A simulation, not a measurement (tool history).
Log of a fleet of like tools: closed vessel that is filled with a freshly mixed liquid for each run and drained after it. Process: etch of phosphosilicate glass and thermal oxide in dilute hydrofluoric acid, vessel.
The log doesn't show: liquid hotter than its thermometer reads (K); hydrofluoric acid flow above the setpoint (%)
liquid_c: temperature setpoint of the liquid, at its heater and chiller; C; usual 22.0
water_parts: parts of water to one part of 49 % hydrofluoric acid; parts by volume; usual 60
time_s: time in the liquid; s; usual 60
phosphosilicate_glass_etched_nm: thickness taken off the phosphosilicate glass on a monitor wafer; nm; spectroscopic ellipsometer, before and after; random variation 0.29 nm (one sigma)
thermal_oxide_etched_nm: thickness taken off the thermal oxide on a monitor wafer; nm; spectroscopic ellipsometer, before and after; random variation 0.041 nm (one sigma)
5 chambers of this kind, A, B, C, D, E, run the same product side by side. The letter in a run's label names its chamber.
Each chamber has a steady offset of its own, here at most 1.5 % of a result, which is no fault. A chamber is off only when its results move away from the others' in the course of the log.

run     day  liquid_c  water_parts  time_s  hours since the thermometer was replaced  hours since the hydrofluoric acid flow meter was replaced  read-back film thickness of the phosphosilicate glass reference wafer, read on the same gauge (nm)  read-back film thickness of the thermal oxide reference wafer, read on the same gauge (nm)  phosphosilicate_glass_etched_nm  thermal_oxide_etched_nm
 1B   0.208      22.0           60      60                                     950.0                                                      230.2                                                                                              139.98                                                                                      139.99                           72.459                   4.6019
 2E   0.567      22.0           60      60                                     426.1                                                      496.7                                                                                              140.01                                                                                      140.03                           72.308                   4.5279
 3C   0.996      22.0           60      60                                    1186.0                                                      485.0                                                                                              140.02                                                                                      139.97                           73.258                   4.4935
 4A   1.304      22.0           60      60                                    1374.6                                                      352.9                                                                                              140.03                                                                                      139.98                           73.567                   4.5477
 5D   1.642      22.0           45      35                                     505.9                                                      337.0                                                                                              140.02                                                                                      140.03                           58.012                   3.6130
 6B   1.996      22.0           45      35                                     992.9                                                      273.1                                                                                              140.03                                                                                      140.03                           57.410                   3.6027
 7E   2.425      22.0           45      35                                     470.7                                                      541.3                                                                                              140.04                                                                                      139.98                           56.950                   3.6462
 8A   2.854      22.0           45      35                                    1411.8                                                      390.1                                                                                              139.97                                                                                      140.03                           57.988                   3.6325
 9D   3.175      22.0           45      35                                     542.7                                                      373.8                                                                                              139.99                                                                                      139.94                           57.848                   3.5931
      3.238  -- chamber C: hydrofluoric acid flow meter replaced
10C   3.521      19.5           60      60                                    1246.6                                                        6.8                                                                                              139.99                                                                                      139.98                           65.295                   4.0957
11B   3.800      19.5           60      60                                    1036.2                                                      316.4                                                                                              139.98                                                                                      140.02                           65.259                   4.0733
12D   4.171      19.5           60      60                                     566.6                                                      397.7                                                                                              140.02                                                                                      140.04                           65.978                   4.1010
13E   4.458      19.5           60      60                                     519.5                                                      590.1                                                                                              140.00                                                                                      139.99                           65.535                   4.1527
14A   4.800      19.5           60      60                                    1458.5                                                      436.8                                                                                              140.00                                                                                      140.02                           65.545                   4.0958
15C   5.000      22.0           60      60                                    1282.1                                                       42.3                                                                                              140.04                                                                                      139.98                           73.416                   4.5677
16A   5.367      22.0           60      60                                    1472.1                                                      450.4                                                                                              139.97                                                                                      140.03                           73.292                   4.5642
17B   5.662      22.0           60      60                                    1080.9                                                      361.1                                                                                              140.01                                                                                      140.01                           72.196                   4.5233
18C   5.862      22.0           70      45                                    1302.8                                                       63.0                                                                                              140.02                                                                                      140.01                           46.957                   2.8662
19E   6.079      22.0           70      45                                     558.4                                                      629.0                                                                                              140.01                                                                                      139.98                           45.639                   2.8800
20D   6.317      22.0           70      45                                     618.1                                                      449.2                                                                                              139.99                                                                                      140.03                           46.682                   2.9307
21B   6.521      22.0           70      45                                    1101.5                                                      381.7                                                                                              139.97                                                                                      140.00                           45.825                   2.9262
22A   6.808      22.0           70      45                                    1506.7                                                      485.0                                                                                              140.03                                                                                      140.01                           46.768                   2.9288
23D   7.225      18.0           60      60                                     639.9                                                      471.0                                                                                              140.00                                                                                      140.03                           61.525                   3.8696
24C   7.621      18.0           60      60                                    1345.0                                                      105.2                                                                                              140.01                                                                                      140.04                           61.918                   3.7979
25E   7.929      18.0           60      60                                     602.8                                                      673.4                                                                                              139.99                                                                                      140.01                           61.312                   3.8961
      8.117  -- chamber D: thermometer replaced
26B   8.221      18.0           60      60                                    1142.3                                                      422.5                                                                                              140.01                                                                                      140.00                           61.414                   3.9058
27E   8.462      18.0           60      60                                     615.6                                                      686.2                                                                                              140.00                                                                                      139.98                           61.014                   3.8589
28C   8.679      22.0           60      60                                    1370.4                                                      130.6                                                                                              139.96                                                                                      139.98                           73.678                   4.4261
29A   8.871      22.0           60      60                                    1556.2                                                      534.5                                                                                              140.01                                                                                      139.97                           73.404                   4.5272
30D   9.296      22.0           60      60                                      28.3                                                      520.7                                                                                              139.99                                                                                      139.96                           73.524                   4.5252
31A   9.692      18.0           75      60                                    1575.9                                                      554.2                                                                                              139.98                                                                                      139.97                           48.323                   3.0100
32D  10.038      18.0           75      60                                      46.1                                                      538.5                                                                                              139.99                                                                                      139.99                           48.651                   3.0138
33B  10.250      18.0           75      60                                    1191.0                                                      471.2                                                                                              139.98                                                                                      140.01                           48.118                   3.0612
34C  10.442      18.0           75      60                                    1412.7                                                      172.9                                                                                              140.02                                                                                      140.01                           49.117                   2.9862

Is one chamber off against the others, does the gauge drift, or is nothing wrong? If a chamber is off, say which, and what the likeliest cause is.

No chamber stands off beyond its own small offset, and the gauge holds steady.
